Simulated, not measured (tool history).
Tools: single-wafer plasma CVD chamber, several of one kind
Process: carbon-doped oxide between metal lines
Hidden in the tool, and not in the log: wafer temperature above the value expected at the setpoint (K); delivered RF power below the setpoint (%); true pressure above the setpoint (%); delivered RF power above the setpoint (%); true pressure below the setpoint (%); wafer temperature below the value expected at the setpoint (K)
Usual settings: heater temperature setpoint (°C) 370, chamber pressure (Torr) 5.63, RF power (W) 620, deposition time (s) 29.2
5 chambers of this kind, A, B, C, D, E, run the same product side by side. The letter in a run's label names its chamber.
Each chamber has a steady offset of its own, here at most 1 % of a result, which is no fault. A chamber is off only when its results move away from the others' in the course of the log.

run   hour  heater temperature setpoint (°C)  chamber pressure (Torr)  RF power (W)  deposition time (s)  hours since the last thermocouple change  hours since the last RF generator calibration  hours since the last manometer calibration  read-back reference wafer on the same gauge, thickness_nm  mean film thickness on the monitor wafer (nm)
 1A    9.4                               370                     5.63           620                 29.2                                     388.5                                         1106.3                                      1060.8                                                     164.92                                         163.63
 2D   18.8                               370                     5.63           620                 29.2                                    1183.0                                          270.1                                       262.1                                                     164.94                                         164.60
 3E   24.0                               370                     5.63           620                 29.2                                     960.3                                          615.8                                       518.8                                                     165.02                                         163.58
 4C   30.7                               370                     5.63           620                 29.2                                    2226.3                                         1741.0                                       804.3                                                     165.00                                         163.44
 5B   38.3                               370                     5.63           620                 29.2                                     223.6                                          656.3                                      2506.0                                                     164.96                                         163.18
      38.4  -- chamber E: thermocouple changed; heater temperature recalibrated
 6C   49.6                               370                     5.63           620                 29.2                                    2245.2                                         1759.9                                       823.2                                                     165.02                                         164.45
      52.1  -- chamber D: thermocouple changed; heater temperature recalibrated
 7E   55.8                               370                     5.63           620                 29.2                                      17.4                                          647.6                                       550.6                                                     165.00                                         164.59
 8A   63.5                               370                     5.63           620                 29.2                                     442.6                                         1160.4                                      1114.9                                                     165.01                                         162.45
 9B   69.1                               370                     5.63           620                 29.2                                     254.4                                          687.1                                      2536.8                                                     164.97                                         163.67
10D   76.7                               370                     5.63           620                 29.2                                      24.6                                          328.0                                       320.0                                                     164.96                                         164.73
11B   85.8                               370                     5.63           620                 29.2                                     271.1                                          703.8                                      2553.5                                                     165.04                                         163.52
12A   93.8                               370                     5.63           620                 29.2                                     472.9                                         1190.7                                      1145.2                                                     164.97                                         163.17
13D  101.0                               370                     5.63           620                 29.2                                      48.9                                          352.3                                       344.3                                                     165.04                                         164.16
14C  110.3                               370                     5.63           620                 29.2                                    2305.9                                         1820.6                                       883.9                                                     165.07                                         164.35
15E  121.5                               370                     5.63           565                 29.2                                      83.1                                          713.3                                       616.3                                                     164.95                                         154.93
16B  129.9                               370                     5.63           565                 29.2                                     315.2                                          747.9                                      2597.6                                                     165.08                                         155.35
17C  136.9                               370                     5.63           565                 29.2                                    2332.5                                         1847.2                                       910.5                                                     165.00                                         155.78
18D  147.8                               370                     5.63           565                 29.2                                      95.7                                          399.1                                       391.1                                                     164.98                                         155.62
19A  153.1                               370                     5.63           565                 29.2                                     532.2                                         1250.0                                      1204.5                                                     164.95                                         153.68
20E  164.2                               370                     5.63           620                 29.2                                     125.8                                          756.0                                       659.0                                                     165.09                                         164.06
21C  174.3                               370                     5.63           620                 29.2                                    2369.9                                         1884.6                                       947.9                                                     164.91                                         163.95
22A  180.2                               370                     5.63           620                 29.2                                     559.3                                         1277.1                                      1231.6                                                     165.01                                         162.52
23E  185.4                               370                     5.63           620                 29.2                                     147.0                                          777.2                                       680.2                                                     164.94                                         163.67
24D  194.6                               377                     6.25           620                 29.2                                     142.5                                          445.9                                       437.9                                                     165.02                                         164.75
25B  201.9                               377                     6.25           620                 29.2                                     387.2                                          819.9                                      2669.6                                                     165.11                                         163.18
26C  213.4                               377                     6.25           620                 29.2                                    2409.0                                         1923.7                                       987.0                                                     164.96                                         163.20
27A  219.8                               377                     6.25           620                 29.2                                     598.9                                         1316.7                                      1271.2                                                     165.08                                         161.88
28E  229.8                               377                     6.25           620                 29.2                                     191.4                                          821.6                                       724.6                                                     164.98                                         163.46
29B  238.7                               370                     5.63           620                 29.2                                     424.0                                          856.7                                      2706.4                                                     164.96                                         164.81
30D  248.4                               370                     5.63           620                 29.2                                     196.3                                          499.7                                       491.7                                                     165.09                                         165.03
31A  256.0                               370                     5.63           620                 29.2                                     635.1                                         1352.9                                      1307.4                                                     164.99                                         162.84
32D  265.2                               370                     5.63           620                 29.2                                     213.1                                          516.5                                       508.5                                                     165.02                                         165.61

What goes on in this fleet: one chamber off, a drifting gauge, or nothing beyond the chambers' own small offsets? Name the chamber and the cause, if any.

No chamber stands off beyond its own small offset, and the gauge holds steady.

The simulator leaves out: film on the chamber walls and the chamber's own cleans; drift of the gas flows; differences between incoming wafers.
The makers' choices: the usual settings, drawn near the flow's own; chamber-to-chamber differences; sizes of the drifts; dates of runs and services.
